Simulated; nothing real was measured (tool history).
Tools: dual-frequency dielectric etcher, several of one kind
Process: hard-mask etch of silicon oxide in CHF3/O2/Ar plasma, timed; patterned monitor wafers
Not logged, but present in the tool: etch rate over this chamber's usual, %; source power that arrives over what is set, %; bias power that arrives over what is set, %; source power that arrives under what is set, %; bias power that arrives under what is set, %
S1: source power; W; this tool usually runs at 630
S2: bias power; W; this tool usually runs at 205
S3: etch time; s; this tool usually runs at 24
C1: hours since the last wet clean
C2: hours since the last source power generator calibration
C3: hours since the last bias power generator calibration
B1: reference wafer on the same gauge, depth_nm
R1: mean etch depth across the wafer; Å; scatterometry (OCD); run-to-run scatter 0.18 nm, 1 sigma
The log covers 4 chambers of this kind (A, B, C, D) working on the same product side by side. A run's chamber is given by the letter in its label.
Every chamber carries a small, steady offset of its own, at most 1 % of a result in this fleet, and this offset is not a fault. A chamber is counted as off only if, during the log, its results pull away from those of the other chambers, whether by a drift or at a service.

run 1D hour=10.9 | S1=630 S2=205 S3=24 | C1=238.2 C2=1368.4 C3=1969.9 | B1=57.199 | R1=512.25
run 2B hour=20.3 | S1=630 S2=205 S3=24 | C1=137.6 C2=899.8 C3=2439 | B1=57.205 | R1=504.12
run 3A hour=27.2 | S1=630 S2=205 S3=24 | C1=35.5 C2=1974.7 C3=1206.2 | B1=57.196 | R1=503.54
run 4C hour=36.5 | S1=630 S2=205 S3=24 | C1=42 C2=1041.8 C3=2118.6 | B1=57.195 | R1=501.76
run 5A hour=41.9 | S1=630 S2=205 S3=24 | C1=50.2 C2=1989.4 C3=1220.9 | B1=57.229 | R1=501.85
run 6C hour=47.4 | S1=630 S2=205 S3=24 | C1=52.9 C2=1052.7 C3=2129.5 | B1=57.236 | R1=504.67
run 7B hour=58 | S1=630 S2=205 S3=24 | C1=175.3 C2=937.5 C3=2476.7 | B1=57.201 | R1=508.22
run 8D hour=64.8 | S1=630 S2=205 S3=24 | C1=292.1 C2=1422.3 C3=2023.8 | B1=57.198 | R1=509.01
run 9D hour=73.6 | S1=630 S2=205 S3=24 | C1=300.9 C2=1431.1 C3=2032.6 | B1=57.229 | R1=508.22
run 10A hour=79.5 | S1=630 S2=205 S3=24 | C1=87.8 C2=2027 C3=1258.5 | B1=57.162 | R1=502.29
run 11C hour=87.5 | S1=630 S2=205 S3=24 | C1=93 C2=1092.8 C3=2169.6 | B1=57.214 | R1=502.99
run 12B hour=96.9 | S1=630 S2=205 S3=24 | C1=214.2 C2=976.4 C3=2515.6 | B1=57.193 | R1=503.51
run 13D hour=102.6 | S1=630 S2=205 S3=24 | C1=329.9 C2=1460.1 C3=2061.6 | B1=57.212 | R1=511.21
run 14A hour=110 | S1=630 S2=226 S3=26 | C1=118.3 C2=2057.5 C3=1289 | B1=57.235 | R1=564.48
run 15C hour=120.5 | S1=630 S2=226 S3=26 | C1=126 C2=1125.8 C3=2202.6 | B1=57.165 | R1=563.14
run 16B hour=129.3 | S1=630 S2=226 S3=26 | C1=246.6 C2=1008.8 C3=2548 | B1=57.228 | R1=566.18
-- hour=130.4 chamber A: source power generator calibrated
run 17B hour=139.7 | S1=630 S2=226 S3=26 | C1=257 C2=1019.2 C3=2558.4 | B1=57.181 | R1=567.34
run 18A hour=146.7 | S1=630 S2=205 S3=20 | C1=155 C2=16.3 C3=1325.7 | B1=57.2 | R1=421.98
run 19C hour=152.4 | S1=630 S2=205 S3=20 | C1=157.9 C2=1157.7 C3=2234.5 | B1=57.153 | R1=419.88
run 20D hour=158.7 | S1=630 S2=205 S3=20 | C1=386 C2=1516.2 C3=2117.7 | B1=57.209 | R1=425.6
run 21D hour=165.4 | S1=630 S2=205 S3=20 | C1=392.7 C2=1522.9 C3=2124.4 | B1=57.152 | R1=425.4
run 22A hour=173.2 | S1=630 S2=205 S3=24 | C1=181.5 C2=42.8 C3=1352.2 | B1=57.215 | R1=503.6
run 23C hour=178.8 | S1=740 S2=245 S3=24 | C1=184.3 C2=1184.1 C3=2260.9 | B1=57.169 | R1=572.15
-- hour=189.1 chamber B: wet clean of the chamber
run 24B hour=189.6 | S1=740 S2=245 S3=24 | C1=0.5 C2=1069.1 C3=2608.3 | B1=57.166 | R1=572.32
run 25A hour=196.6 | S1=740 S2=245 S3=24 | C1=204.9 C2=66.2 C3=1375.6 | B1=57.158 | R1=569.31
run 26B hour=206.6 | S1=740 S2=245 S3=24 | C1=17.5 C2=1086.1 C3=2625.3 | B1=57.24 | R1=572.41
run 27C hour=214.4 | S1=630 S2=205 S3=24 | C1=219.9 C2=1219.7 C3=2296.5 | B1=57.152 | R1=501.36
run 28D hour=220.1 | S1=630 S2=205 S3=24 | C1=447.4 C2=1577.6 C3=2179.1 | B1=57.254 | R1=511.01
run 29C hour=225 | S1=630 S2=205 S3=24 | C1=230.5 C2=1230.3 C3=2307.1 | B1=57.219 | R1=504.3
run 30B hour=233.1 | S1=630 S2=205 S3=24 | C1=44 C2=1112.6 C3=2651.8 | B1=57.204 | R1=501.43
run 31A hour=243.7 | S1=630 S2=205 S3=24 | C1=252 C2=113.3 C3=1422.7 | B1=57.236 | R1=502.83
run 32D hour=254 | S1=630 S2=205 S3=24 | C1=481.3 C2=1611.5 C3=2213 | B1=57.17 | R1=510.35
run 33C hour=261.1 | S1=630 S2=205 S3=24 | C1=266.6 C2=1266.4 C3=2343.2 | B1=57.179 | R1=501.98
run 34B hour=268.8 | S1=630 S2=205 S3=24 | C1=79.7 C2=1148.3 C3=2687.5 | B1=57.206 | R1=507.77
run 35A hour=274.2 | S1=630 S2=205 S3=24 | C1=282.5 C2=143.8 C3=1453.2 | B1=57.17 | R1=503.2
run 36D hour=284.6 | S1=630 S2=205 S3=24 | C1=511.9 C2=1642.1 C3=2243.6 | B1=57.154 | R1=511.77
run 37A hour=292.7 | S1=630 S2=205 S3=21 | C1=301 C2=162.3 C3=1471.7 | B1=57.189 | R1=442.57
run 38C hour=300 | S1=630 S2=205 S3=21 | C1=305.5 C2=1305.3 C3=2382.1 | B1=57.156 | R1=442.19
run 39D hour=307.2 | S1=630 S2=205 S3=21 | C1=534.5 C2=1664.7 C3=2266.2 | B1=57.162 | R1=449.15
run 40B hour=318.1 | S1=630 S2=205 S3=21 | C1=129 C2=1197.6 C3=2736.8 | B1=57.2 | R1=442.54
run 41D hour=324.6 | S1=630 S2=205 S3=24 | C1=551.9 C2=1682.1 C3=2283.6 | B1=57.201 | R1=511.79
run 42A hour=334.5 | S1=480 S2=205 S3=24 | C1=342.8 C2=204.1 C3=1513.5 | B1=57.198 | R1=453.36
run 43B hour=345.3 | S1=480 S2=205 S3=24 | C1=156.2 C2=1224.8 C3=2764 | B1=57.196 | R1=455.96

All 4 chambers run these settings next. Forecast each chamber's results:
run 44A hour=353.4 | S1=630 S2=205 S3=24 | R1=?
run 44B hour=353.4 | S1=630 S2=205 S3=24 | R1=?
run 44C hour=353.4 | S1=630 S2=205 S3=24 | R1=?
run 44D hour=353.4 | S1=630 S2=205 S3=24 | R1=?

run=44A R1=502.25
run=44B R1=503.76
run=44C R1=501.48
run=44D R1=509.79
